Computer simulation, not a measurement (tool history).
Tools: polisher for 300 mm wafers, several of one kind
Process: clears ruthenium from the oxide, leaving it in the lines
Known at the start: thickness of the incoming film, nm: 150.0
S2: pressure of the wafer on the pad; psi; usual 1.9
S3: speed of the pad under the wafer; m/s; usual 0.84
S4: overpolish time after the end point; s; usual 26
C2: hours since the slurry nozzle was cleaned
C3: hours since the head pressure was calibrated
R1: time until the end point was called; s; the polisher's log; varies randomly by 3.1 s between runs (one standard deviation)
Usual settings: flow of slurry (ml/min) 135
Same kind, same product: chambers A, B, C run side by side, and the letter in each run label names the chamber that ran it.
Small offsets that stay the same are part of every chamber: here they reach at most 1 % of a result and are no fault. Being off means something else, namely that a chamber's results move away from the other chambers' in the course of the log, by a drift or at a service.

{"run": "1C", "day": 0.242, "flow of slurry (ml/min)": 135, "S2": 1.9, "S3": 0.84, "S4": 26, "wafers polished on this pad": 575, "C2": 348.0, "C3": 35.0, "R1": 208.27}
{"run": "2B", "day": 0.558, "flow of slurry (ml/min)": 135, "S2": 1.9, "S3": 0.84, "S4": 26, "wafers polished on this pad": 165, "C2": 313.5, "C3": 424.3, "R1": 205.32}
{"run": "3A", "day": 0.771, "flow of slurry (ml/min)": 135, "S2": 1.9, "S3": 0.84, "S4": 26, "wafers polished on this pad": 934, "C2": 20.2, "C3": 880.6, "R1": 205.23}
{"run": "4C", "day": 1.033, "flow of slurry (ml/min)": 135, "S2": 1.9, "S3": 0.84, "S4": 26, "wafers polished on this pad": 731, "C2": 367.0, "C3": 54.0, "R1": 204.53}
{"run": "5A", "day": 1.329, "flow of slurry (ml/min)": 135, "S2": 1.9, "S3": 0.84, "S4": 26, "wafers polished on this pad": 1044, "C2": 33.6, "C3": 894.0, "R1": 210.97}
{"run": "6B", "day": 1.496, "flow of slurry (ml/min)": 135, "S2": 1.9, "S3": 0.84, "S4": 26, "wafers polished on this pad": 350, "C2": 336.0, "C3": 446.8, "R1": 206.42}
{"day": 1.671, "done": "chamber A: head pressure recalibrated"}
{"run": "7C", "day": 1.688, "flow of slurry (ml/min)": 135, "S2": 1.9, "S3": 0.84, "S4": 26, "wafers polished on this pad": 860, "C2": 382.7, "C3": 69.7, "R1": 211.21}
{"run": "8B", "day": 1.862, "flow of slurry (ml/min)": 135, "S2": 1.9, "S3": 0.84, "S4": 26, "wafers polished on this pad": 422, "C2": 344.8, "C3": 455.6, "R1": 199.95}
{"run": "9A", "day": 2.046, "flow of slurry (ml/min)": 135, "S2": 1.9, "S3": 0.84, "S4": 26, "wafers polished on this pad": 1185, "C2": 50.8, "C3": 9.1, "R1": 214.3}
{"run": "10A", "day": 2.229, "flow of slurry (ml/min)": 135, "S2": 1.9, "S3": 0.84, "S4": 26, "wafers polished on this pad": 1222, "C2": 55.2, "C3": 13.5, "R1": 204.55}
{"day": 2.267, "done": "chamber B: worn pad replaced by a new one"}
{"run": "11B", "day": 2.388, "flow of slurry (ml/min)": 135, "S2": 1.9, "S3": 0.74, "S4": 26, "wafers polished on this pad": 24, "C2": 357.4, "C3": 468.2, "R1": 233.67}
{"run": "12C", "day": 2.529, "flow of slurry (ml/min)": 135, "S2": 1.9, "S3": 0.74, "S4": 26, "wafers polished on this pad": 1026, "C2": 402.9, "C3": 89.9, "R1": 227.08}
{"run": "13C", "day": 2.721, "flow of slurry (ml/min)": 135, "S2": 1.9, "S3": 0.74, "S4": 26, "wafers polished on this pad": 1064, "C2": 407.5, "C3": 94.5, "R1": 238.05}
{"run": "14A", "day": 2.988, "flow of slurry (ml/min)": 135, "S2": 1.9, "S3": 0.84, "S4": 26, "wafers polished on this pad": 1371, "C2": 73.4, "C3": 31.7, "R1": 216.6}
{"run": "15B", "day": 3.208, "flow of slurry (ml/min)": 135, "S2": 1.9, "S3": 0.84, "S4": 26, "wafers polished on this pad": 186, "C2": 377.1, "C3": 487.9, "R1": 200.82}
{"run": "16A", "day": 3.458, "flow of slurry (ml/min)": 135, "S2": 1.9, "S3": 0.84, "S4": 26, "wafers polished on this pad": 1464, "C2": 84.7, "C3": 43.0, "R1": 210.36}
{"run": "17B", "day": 3.642, "flow of slurry (ml/min)": 135, "S2": 1.9, "S3": 0.84, "S4": 26, "wafers polished on this pad": 271, "C2": 387.5, "C3": 498.3, "R1": 208.28}
{"day": 3.754, "done": "chamber C: worn pad replaced by a new one"}
{"run": "18C", "day": 3.892, "flow of slurry (ml/min)": 135, "S2": 1.9, "S3": 0.84, "S4": 26, "wafers polished on this pad": 27, "C2": 435.6, "C3": 122.6, "R1": 204.75}
{"run": "19C", "day": 4.033, "flow of slurry (ml/min)": 135, "S2": 1.9, "S3": 0.84, "S4": 26, "wafers polished on this pad": 55, "C2": 439.0, "C3": 126.0, "R1": 200.18}
{"run": "20A", "day": 4.279, "flow of slurry (ml/min)": 135, "S2": 1.9, "S3": 0.84, "S4": 26, "wafers polished on this pad": 1626, "C2": 104.4, "C3": 62.7, "R1": 218.46}
{"run": "21B", "day": 4.525, "flow of slurry (ml/min)": 135, "S2": 1.9, "S3": 0.84, "S4": 26, "wafers polished on this pad": 446, "C2": 408.7, "C3": 519.5, "R1": 205.02}
{"run": "22A", "day": 4.825, "flow of slurry (ml/min)": 135, "S2": 1.9, "S3": 0.84, "S4": 26, "wafers polished on this pad": 1734, "C2": 117.5, "C3": 75.8, "R1": 215.44}
{"day": 5.075, "done": "chamber B: worn pad replaced by a new one"}
{"run": "23B", "day": 5.088, "flow of slurry (ml/min)": 135, "S2": 2.2, "S3": 0.84, "S4": 20, "wafers polished on this pad": 2, "C2": 422.2, "C3": 533.0, "R1": 179.58}
{"run": "24C", "day": 5.292, "flow of slurry (ml/min)": 135, "S2": 2.2, "S3": 0.84, "S4": 20, "wafers polished on this pad": 303, "C2": 469.2, "C3": 156.2, "R1": 175.27}
{"run": "25B", "day": 5.579, "flow of slurry (ml/min)": 135, "S2": 2.2, "S3": 0.84, "S4": 20, "wafers polished on this pad": 99, "C2": 434.0, "C3": 544.8, "R1": 176.1}
{"run": "26A", "day": 5.746, "flow of slurry (ml/min)": 135, "S2": 1.3, "S3": 0.84, "S4": 26, "wafers polished on this pad": 1916, "C2": 139.6, "C3": 97.9, "R1": 327.81}
{"run": "27C", "day": 5.946, "flow of slurry (ml/min)": 135, "S2": 1.3, "S3": 0.84, "S4": 26, "wafers polished on this pad": 432, "C2": 484.9, "C3": 171.9, "R1": 298.33}
{"run": "28B", "day": 6.129, "flow of slurry (ml/min)": 135, "S2": 1.3, "S3": 0.84, "S4": 26, "wafers polished on this pad": 208, "C2": 447.2, "C3": 558.0, "R1": 288.92}
{"run": "29A", "day": 6.304, "flow of slurry (ml/min)": 135, "S2": 1.9, "S3": 0.84, "S4": 26, "wafers polished on this pad": 2026, "C2": 153.0, "C3": 111.3, "R1": 220.46}
{"run": "30C", "day": 6.471, "flow of slurry (ml/min)": 135, "S2": 1.9, "S3": 0.84, "S4": 26, "wafers polished on this pad": 536, "C2": 497.5, "C3": 184.5, "R1": 203.63}
{"run": "31B", "day": 6.683, "flow of slurry (ml/min)": 180, "S2": 1.9, "S3": 0.84, "S4": 26, "wafers polished on this pad": 317, "C2": 460.5, "C3": 571.3, "R1": 199.84}
{"run": "32C", "day": 6.838, "flow of slurry (ml/min)": 180, "S2": 1.9, "S3": 0.84, "S4": 26, "wafers polished on this pad": 608, "C2": 506.3, "C3": 193.3, "R1": 195.65}
{"run": "33A", "day": 7.025, "flow of slurry (ml/min)": 180, "S2": 1.9, "S3": 0.84, "S4": 26, "wafers polished on this pad": 2168, "C2": 170.3, "C3": 128.6, "R1": 213.34}
{"run": "34B", "day": 7.308, "flow of slurry (ml/min)": 135, "S2": 1.9, "S3": 0.84, "S4": 26, "wafers polished on this pad": 441, "C2": 475.5, "C3": 586.3, "R1": 202.46}
{"run": "35C", "day": 7.458, "flow of slurry (ml/min)": 135, "S2": 1.9, "S3": 0.84, "S4": 26, "wafers polished on this pad": 731, "C2": 521.2, "C3": 208.2, "R1": 202.78}
{"run": "36A", "day": 7.608, "flow of slurry (ml/min)": 135, "S2": 1.9, "S3": 0.84, "S4": 26, "wafers polished on this pad": 2283, "C2": 184.3, "C3": 142.6, "R1": 226.61}
{"run": "37A", "day": 7.779, "flow of slurry (ml/min)": 135, "S2": 1.9, "S3": 0.84, "S4": 26, "wafers polished on this pad": 2317, "C2": 188.4, "C3": 146.7, "R1": 222.23}
{"run": "38C", "day": 8.054, "flow of slurry (ml/min)": 135, "S2": 1.9, "S3": 0.84, "S4": 26, "wafers polished on this pad": 848, "C2": 535.5, "C3": 222.5, "R1": 205.18}

Is one chamber off against the others, does the gauge drift, or is nothing wrong? If a chamber is off, say which, and what the likeliest cause is.

It is chamber A that slowly wanders off from its peers.
Likeliest cause: removal rate lost through wear of the pad, % = 8.7.
Not necessarily distinguishable in this log from: slurry flow missing at the pad, %.

Chamber A could run next with any of the 4 candidate recipes listed below; each alters the usual settings, and their results appear as question marks. Which one brings its results back in line with what the other chambers deliver on the usual settings?
In line here means within this much of the mean the other chambers give on the usual settings: R1 11.00 s
{"run": "39A-1", "day": 8.288, "flow of slurry (ml/min)": 135, "S2": 1.9, "S3": 0.7, "S4": 26, "R1": "?"}
{"run": "39A-2", "day": 8.288, "flow of slurry (ml/min)": 135, "S2": 1.7, "S3": 0.84, "S4": 26, "R1": "?"}
{"run": "39A-3", "day": 8.288, "flow of slurry (ml/min)": 135, "S2": 2.0, "S3": 0.88, "S4": 26, "R1": "?"}
{"run": "39A-4", "day": 8.288, "flow of slurry (ml/min)": 135, "S2": 1.9, "S3": 1.0, "S4": 26, "R1": "?"}

On the usual settings, the other chambers give on average: R1 205.53 s
run=39A-1 R1=270.55
run=39A-2 R1=251.85
run=39A-3 R1=203.72
run=39A-4 R1=188.61
39A-3 brings the chamber back in line.

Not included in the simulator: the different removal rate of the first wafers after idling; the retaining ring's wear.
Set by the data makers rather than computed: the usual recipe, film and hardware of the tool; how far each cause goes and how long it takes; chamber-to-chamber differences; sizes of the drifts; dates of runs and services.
